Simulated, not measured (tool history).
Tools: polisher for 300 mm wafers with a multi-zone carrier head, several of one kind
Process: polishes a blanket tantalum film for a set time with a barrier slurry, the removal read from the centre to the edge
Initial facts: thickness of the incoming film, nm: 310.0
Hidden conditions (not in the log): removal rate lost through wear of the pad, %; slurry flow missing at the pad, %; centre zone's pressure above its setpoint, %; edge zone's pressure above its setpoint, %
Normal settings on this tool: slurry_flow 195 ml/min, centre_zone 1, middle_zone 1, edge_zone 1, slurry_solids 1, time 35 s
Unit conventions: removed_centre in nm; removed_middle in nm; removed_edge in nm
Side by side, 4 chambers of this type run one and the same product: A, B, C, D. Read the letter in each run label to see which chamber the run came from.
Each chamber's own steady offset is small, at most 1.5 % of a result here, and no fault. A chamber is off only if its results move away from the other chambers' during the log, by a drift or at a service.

run	hour	slurry_flow	centre_zone	middle_zone	edge_zone	slurry_solids	time	wafers polished on this pad	hours since the slurry nozzle was cleaned	hours since the centre zone pressure was calibrated	hours since the edge zone pressure was calibrated	removed_centre	removed_middle	removed_edge
1A	1.9	195	1	1	1	1	35	76	184.6	162.5	1189.6	39.748	38.187	38.659
2C	6	195	1	1	1	1	35	620	397.2	321.8	50.1	39.311	39.565	38.6
3D	9.4	195	1	1	1	1	35	414	220.2	412.5	373.7	38.796	39.334	38.735
4B	13.3	195	1	1	1	1	35	478	362.1	267.3	828.5	38.694	38.811	38.387
5B	15.8	195	1	1	1	1	35	508	364.6	269.8	831	38.986	38.997	40.048
6C	19	140	1.06	1	1	1	35	777	410.2	334.8	63.1	39.134	36.89	37.067
7A	22.4	140	1.06	1	1	1	35	324	205.1	183	1210.1	39.422	36.467	36.781
8D	25.9	140	1.06	1	1	1	35	613	236.7	429	390.2	38.92	36.158	37.826
9A	29.6	140	1.06	1	1	1	35	411	212.3	190.2	1217.3	39.429	36.947	36.633
10C	32.8	195	1	1	1	1	35	944	424	348.6	76.9	38.853	38.91	39.535
11B	36.7	195	1	1	1	1	35	761	385.5	290.7	851.9	38.823	39.356	39.997
# hour 39.2: chamber A: worn pad replaced by a new one
12D	39.8	195	1	1	1	1	25	781	250.6	442.9	404.1	27.842	27.276	27.522
# hour 40.3: chamber B: worn pad replaced by a new one
13C	43.8	195	1	1	1	1	25	1077	435	359.6	87.9	27.703	27.592	27.147
14D	46	195	1	1	1	1	25	856	256.8	449.1	410.3	27.982	27.514	27.841
15A	49.9	195	1	1	1	1	25	129	232.6	210.5	1237.6	27.84	27.403	28
16B	51.8	150	1	1	1.06	1	35	140	400.6	305.8	867	36.752	37.499	39.641
17B	53.9	150	1	1	1.06	1	35	165	402.7	307.9	869.1	37.122	38.079	38.983
18A	56.7	150	1	1	1.06	1	35	211	239.4	217.3	1244.4	36.954	36.694	38.794
19D	58.7	150	1	1	1.06	1	35	1010	269.5	461.8	423	36.983	36.246	39.883
20C	62.5	195	1	0.94	1	1	35	1303	453.7	378.3	106.6	38.181	35.891	37.99
# hour 63.5: chamber D: worn pad replaced by a new one
21A	66.5	195	1	0.94	1	1	35	330	249.2	227.1	1254.2	39.636	36.697	38.536
22D	69.9	195	1	0.94	1	1	35	78	280.7	473	434.2	38.455	37.18	39.456
23C	72.1	195	1	0.94	1	1	35	1419	463.3	387.9	116.2	37.82	36.064	36.969
24B	74.8	195	1	1	1	1	35	418	423.6	328.8	890	38.969	39.384	39.681
25D	77.1	195	1	1	1	1	35	165	287.9	480.2	441.4	39.55	37.969	38.243
26C	79.4	195	1	1	1	1	35	1508	470.6	395.2	123.5	37.905	38.291	37.931
# hour 80: chamber C: slurry nozzle cleaned
27A	82.1	195	1	1	1	1	35	518	264.8	242.7	1269.8	39.498	38.659	39.381
# hour 82.6: chamber B: slurry nozzle cleaned
# hour 82.9: chamber A: worn pad replaced by a new one
28B	86.1	195	1	1	0.93	1	35	555	3.6	340.1	901.3	39.214	39.09	37.78
29A	90.3	195	1	1	0.93	1	35	89	273	250.9	1278	39.056	39.657	37.562
30B	92.8	195	1	1	0.93	1	35	636	10.3	346.8	908	39.214	39.446	36.825
31C	95.3	195	1	1	0.93	1	35	1700	15.3	411.1	139.4	37.758	37.878	35.544
32D	97.5	195	1	1	1	1	35	412	308.3	500.6	461.8	38.688	38.577	39.579
33B	99.8	195	1	1	1	1	35	720	17.3	353.8	915	39.387	39.507	39.454
# hour 100.5: chamber B: centre zone pressure recalibrated
34D	103.5	195	1	1	1	1	31	484	314.3	506.6	467.8	34.801	34.97	34.534
35C	105.3	195	1	1	1	1	31	1821	25.3	421.1	149.4	32.739	33.038	32.104
# hour 105.9: chamber A: slurry nozzle cleaned
# hour 107.2: chamber B: worn pad replaced by a new one
36A	107.5	195	1	1	1	1	31	297	1.6	268.1	1295.2	34.96	34.412	34.575
# hour 109.7: chamber A: edge zone pressure recalibrated
37B	111.7	195	1	1	1	1	31	54	29.2	11.3	926.9	34.477	34.008	35.589
38C	115.6	195	1	1	1	1	35	1945	35.6	431.4	159.7	36.523	36.732	36.639
39A	118.4	195	1	1	1	1	35	429	12.5	279	8.7	39.524	38.903	39.183
40D	121.8	195	1	1	1	1	35	705	332.6	524.9	486.1	39.26	38.652	38.994
41A	125.4	150	1	1	1	0.75	35	514	19.5	286	15.7	33.868	33.971	34.015

All chambers now run identical settings, listed one chamber a line with results as question marks. What results will each chamber show?
42A	128.4	195	1	1	1	1	35					?	?	?
42B	128.4	195	1	1	1	1	35					?	?	?
42C	128.4	195	1	1	1	1	35					?	?	?
42D	128.4	195	1	1	1	1	35					?	?	?

run	removed_centre	removed_middle	removed_edge
42A	39.194	37.737	39.445
42B	39.344	39.385	38.517
42C	36.545	37.519	36.012
42D	39.184	39.172	38.111
